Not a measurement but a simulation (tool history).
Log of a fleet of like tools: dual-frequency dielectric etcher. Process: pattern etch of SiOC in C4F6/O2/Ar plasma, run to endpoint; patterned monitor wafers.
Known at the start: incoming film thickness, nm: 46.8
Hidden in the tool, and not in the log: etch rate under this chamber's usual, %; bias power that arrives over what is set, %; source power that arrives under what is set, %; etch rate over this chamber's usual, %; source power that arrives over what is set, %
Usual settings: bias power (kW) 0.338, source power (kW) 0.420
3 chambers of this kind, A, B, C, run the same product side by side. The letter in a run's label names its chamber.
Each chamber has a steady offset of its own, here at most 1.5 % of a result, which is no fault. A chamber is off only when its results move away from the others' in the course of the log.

run	hour	bias power (kW)	source power (kW)	hours since the last wet clean	hours since the last bias power generator calibration	hours since the last source power generator calibration	endpoint time (s)
1B	4.8	0.338	0.420	427.6	3531.8	293.4	17.771
# hour 10.1: chamber B: wet clean of the chamber
2C	10.8	0.338	0.420	340.0	1844.5	3936.1	17.857
3A	15.2	0.338	0.420	297.6	1783.7	967.9	18.105
4C	20.6	0.338	0.420	349.8	1854.3	3945.9	17.811
5A	26.1	0.338	0.420	308.5	1794.6	978.8	18.024
6B	32.1	0.338	0.420	22.1	3559.1	320.7	17.893
7C	35.3	0.273	0.420	364.5	1869.0	3960.6	19.178
8A	41.3	0.273	0.420	323.7	1809.8	994.0	19.365
9B	47.7	0.273	0.420	37.7	3574.7	336.3	19.103
# hour 51.7: chamber C: source power generator calibrated
10C	51.9	0.338	0.420	381.1	1885.6	0.2	17.771
11A	56.5	0.338	0.420	338.9	1825.0	1009.2	18.161
12B	60.0	0.338	0.420	50.0	3587.0	348.6	17.730
13C	65.2	0.338	0.420	394.4	1898.9	13.5	17.765
14A	69.3	0.397	0.420	351.7	1837.8	1022.0	16.928
15B	74.0	0.397	0.420	64.0	3601.0	362.6	16.697
16B	79.6	0.397	0.420	69.6	3606.6	368.2	16.782
17A	82.9	0.298	0.480	365.3	1851.4	1035.6	17.891
18C	85.8	0.298	0.480	415.0	1919.5	34.1	17.645
19C	90.4	0.298	0.480	419.6	1924.1	38.7	17.634
20A	94.6	0.338	0.420	377.0	1863.1	1047.3	17.861
21B	99.9	0.338	0.420	89.9	3626.9	388.5	17.795
# hour 101.9: chamber A: wet clean of the chamber
22B	105.7	0.338	0.420	95.7	3632.7	394.3	17.771
23A	109.4	0.299	0.370	7.5	1877.9	1062.1	20.642
24C	115.7	0.299	0.370	444.9	1949.4	64.0	19.519
25A	119.7	0.299	0.370	17.8	1888.2	1072.4	20.637
26B	125.8	0.338	0.420	115.8	3652.8	414.4	17.698
27C	131.0	0.338	0.420	460.2	1964.7	79.3	17.732
28C	137.2	0.338	0.420	466.4	1970.9	85.5	17.927
29B	140.3	0.338	0.420	130.3	3667.3	428.9	17.647
30A	144.4	0.284	0.420	42.5	1912.9	1097.1	19.876
31C	147.6	0.284	0.420	476.8	1981.3	95.9	18.791
32B	150.9	0.284	0.420	140.9	3677.9	439.5	18.927
33A	154.1	0.338	0.420	52.2	1922.6	1106.8	18.903
34C	156.9	0.338	0.420	486.1	1990.6	105.2	17.817
35B	160.8	0.338	0.420	150.8	3687.8	449.4	17.660
36A	166.7	0.338	0.420	64.8	1935.2	1119.4	18.791
37A	171.0	0.305	0.510	69.1	1939.5	1123.7	18.185
38B	175.7	0.305	0.510	165.7	3702.7	464.3	17.197
39C	180.1	0.305	0.510	509.3	2013.8	128.4	17.018
40C	183.7	0.338	0.420	512.9	2017.4	132.0	17.679

All 3 chambers run these settings next. Forecast each chamber's results:
41A	188.3	0.378	0.420				?
41B	188.3	0.378	0.420				?
41C	188.3	0.378	0.420				?

run	endpoint time (s)
41A	18.171
41B	17.098
41C	17.014

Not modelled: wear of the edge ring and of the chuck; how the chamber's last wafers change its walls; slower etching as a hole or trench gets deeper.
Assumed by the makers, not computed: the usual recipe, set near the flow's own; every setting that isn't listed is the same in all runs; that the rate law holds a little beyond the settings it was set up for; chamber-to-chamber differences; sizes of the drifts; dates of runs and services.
